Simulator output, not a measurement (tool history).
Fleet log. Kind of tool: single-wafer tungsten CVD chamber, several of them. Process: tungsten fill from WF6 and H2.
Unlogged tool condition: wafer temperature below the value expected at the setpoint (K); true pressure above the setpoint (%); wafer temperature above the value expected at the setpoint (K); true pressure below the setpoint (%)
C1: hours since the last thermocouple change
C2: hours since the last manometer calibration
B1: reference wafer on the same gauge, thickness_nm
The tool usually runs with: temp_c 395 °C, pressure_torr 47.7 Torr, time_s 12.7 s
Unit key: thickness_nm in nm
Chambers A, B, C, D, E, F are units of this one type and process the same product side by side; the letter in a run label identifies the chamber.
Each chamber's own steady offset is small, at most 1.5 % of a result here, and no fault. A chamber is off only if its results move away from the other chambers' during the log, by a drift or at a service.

run 1A hour=5.7 | temp_c=395 pressure_torr=47.7 time_s=12.7 | C1=296.4 C2=447.5 | B1=38.495 | thickness_nm=41.559
run 2E hour=13.5 | temp_c=395 pressure_torr=47.7 time_s=12.7 | C1=2422.0 C2=2058.1 | B1=38.487 | thickness_nm=41.628
run 3B hour=20.1 | temp_c=395 pressure_torr=47.7 time_s=12.7 | C1=116.5 C2=145.4 | B1=38.488 | thickness_nm=41.291
run 4C hour=26.9 | temp_c=395 pressure_torr=47.7 time_s=12.7 | C1=953.2 C2=189.7 | B1=38.487 | thickness_nm=41.899
run 5F hour=30.6 | temp_c=395 pressure_torr=47.7 time_s=12.7 | C1=936.3 C2=997.4 | B1=38.483 | thickness_nm=41.513
run 6D hour=37.5 | temp_c=395 pressure_torr=47.7 time_s=12.7 | C1=1197.1 C2=841.1 | B1=38.456 | thickness_nm=41.034
run 7E hour=42.4 | temp_c=395 pressure_torr=47.7 time_s=12.7 | C1=2450.9 C2=2087.0 | B1=38.465 | thickness_nm=41.628
run 8F hour=46.0 | temp_c=395 pressure_torr=47.7 time_s=12.7 | C1=951.7 C2=1012.8 | B1=38.473 | thickness_nm=41.439
run 9C hour=50.8 | temp_c=395 pressure_torr=47.7 time_s=12.7 | C1=977.1 C2=213.6 | B1=38.467 | thickness_nm=41.855
run 10B hour=57.8 | temp_c=395 pressure_torr=47.7 time_s=12.7 | C1=154.2 C2=183.1 | B1=38.469 | thickness_nm=41.331
run 11A hour=62.6 | temp_c=395 pressure_torr=47.7 time_s=12.7 | C1=353.3 C2=504.4 | B1=38.442 | thickness_nm=41.414
run 12D hour=69.8 | temp_c=395 pressure_torr=47.7 time_s=12.7 | C1=1229.4 C2=873.4 | B1=38.446 | thickness_nm=40.976
run 13A hour=74.9 | temp_c=395 pressure_torr=47.7 time_s=12.7 | C1=365.6 C2=516.7 | B1=38.445 | thickness_nm=41.439
run 14E hour=82.7 | temp_c=395 pressure_torr=47.7 time_s=12.7 | C1=2491.2 C2=2127.3 | B1=38.445 | thickness_nm=41.524
run 15D hour=89.5 | temp_c=395 pressure_torr=47.7 time_s=12.7 | C1=1249.1 C2=893.1 | B1=38.419 | thickness_nm=41.044
run 16F hour=93.3 | temp_c=395 pressure_torr=47.7 time_s=12.7 | C1=999.0 C2=1060.1 | B1=38.427 | thickness_nm=41.435
run 17B hour=99.7 | temp_c=395 pressure_torr=47.7 time_s=12.7 | C1=196.1 C2=225.0 | B1=38.428 | thickness_nm=41.233
run 18C hour=106.7 | temp_c=395 pressure_torr=47.7 time_s=12.7 | C1=1033.0 C2=269.5 | B1=38.421 | thickness_nm=41.829
run 19D hour=112.0 | temp_c=395 pressure_torr=47.7 time_s=12.7 | C1=1271.6 C2=915.6 | B1=38.421 | thickness_nm=41.064
run 20F hour=115.6 | temp_c=395 pressure_torr=47.7 time_s=12.7 | C1=1021.3 C2=1082.4 | B1=38.416 | thickness_nm=41.448
run 21A hour=122.0 | temp_c=395 pressure_torr=47.7 time_s=12.7 | C1=412.7 C2=563.8 | B1=38.407 | thickness_nm=41.413
run 22E hour=129.5 | temp_c=395 pressure_torr=47.7 time_s=12.7 | C1=2538.0 C2=2174.1 | B1=38.406 | thickness_nm=41.545
run 23C hour=137.4 | temp_c=395 pressure_torr=47.7 time_s=12.7 | C1=1063.7 C2=300.2 | B1=38.402 | thickness_nm=41.816
run 24B hour=144.2 | temp_c=395 pressure_torr=47.7 time_s=12.7 | C1=240.6 C2=269.5 | B1=38.392 | thickness_nm=41.271
run 25C hour=151.4 | temp_c=395 pressure_torr=47.7 time_s=12.7 | C1=1077.7 C2=314.2 | B1=38.391 | thickness_nm=41.847
run 26F hour=155.9 | temp_c=395 pressure_torr=56.4 time_s=12.7 | C1=1061.6 C2=1122.7 | B1=38.390 | thickness_nm=44.612
run 27D hour=162.4 | temp_c=395 pressure_torr=56.4 time_s=12.7 | C1=1322.0 C2=966.0 | B1=38.381 | thickness_nm=44.199
run 28E hour=166.2 | temp_c=395 pressure_torr=56.4 time_s=12.7 | C1=2574.7 C2=2210.8 | B1=38.375 | thickness_nm=44.728
run 29A hour=169.7 | temp_c=395 pressure_torr=56.4 time_s=12.7 | C1=460.4 C2=611.5 | B1=38.385 | thickness_nm=44.667
run 30B hour=174.8 | temp_c=395 pressure_torr=56.4 time_s=12.7 | C1=271.2 C2=300.1 | B1=38.365 | thickness_nm=44.455
run 31E hour=179.6 | temp_c=395 pressure_torr=56.4 time_s=12.7 | C1=2588.1 C2=2224.2 | B1=38.368 | thickness_nm=44.684
run 32A hour=183.2 | temp_c=395 pressure_torr=47.7 time_s=12.7 | C1=473.9 C2=625.0 | B1=38.370 | thickness_nm=41.460
run 33D hour=187.4 | temp_c=395 pressure_torr=47.7 time_s=12.7 | C1=1347.0 C2=991.0 | B1=38.365 | thickness_nm=40.917
run 34C hour=192.6 | temp_c=395 pressure_torr=47.7 time_s=12.7 | C1=1118.9 C2=355.4 | B1=38.361 | thickness_nm=41.785
run 35B hour=196.1 | temp_c=395 pressure_torr=47.7 time_s=12.7 | C1=292.5 C2=321.4 | B1=38.353 | thickness_nm=41.228
run 36F hour=202.6 | temp_c=395 pressure_torr=59.2 time_s=12.7 | C1=1108.3 C2=1169.4 | B1=38.357 | thickness_nm=45.563
run 37B hour=210.0 | temp_c=395 pressure_torr=59.2 time_s=12.7 | C1=306.4 C2=335.3 | B1=38.334 | thickness_nm=45.393
run 38D hour=214.2 | temp_c=395 pressure_torr=59.2 time_s=12.7 | C1=1373.8 C2=1017.8 | B1=38.347 | thickness_nm=45.074
run 39E hour=221.0 | temp_c=395 pressure_torr=59.2 time_s=12.7 | C1=2629.5 C2=2265.6 | B1=38.347 | thickness_nm=45.610

Is one chamber out of step, is the gauge drifting, or do the chambers differ by no more than their own small offsets? For an off chamber, give its letter and the likeliest cause.

Every chamber seems to shift together because the gauge that measures them all drifts; the chambers themselves are fine.
Most likely cause: gauge reads low (%) = 0.422.

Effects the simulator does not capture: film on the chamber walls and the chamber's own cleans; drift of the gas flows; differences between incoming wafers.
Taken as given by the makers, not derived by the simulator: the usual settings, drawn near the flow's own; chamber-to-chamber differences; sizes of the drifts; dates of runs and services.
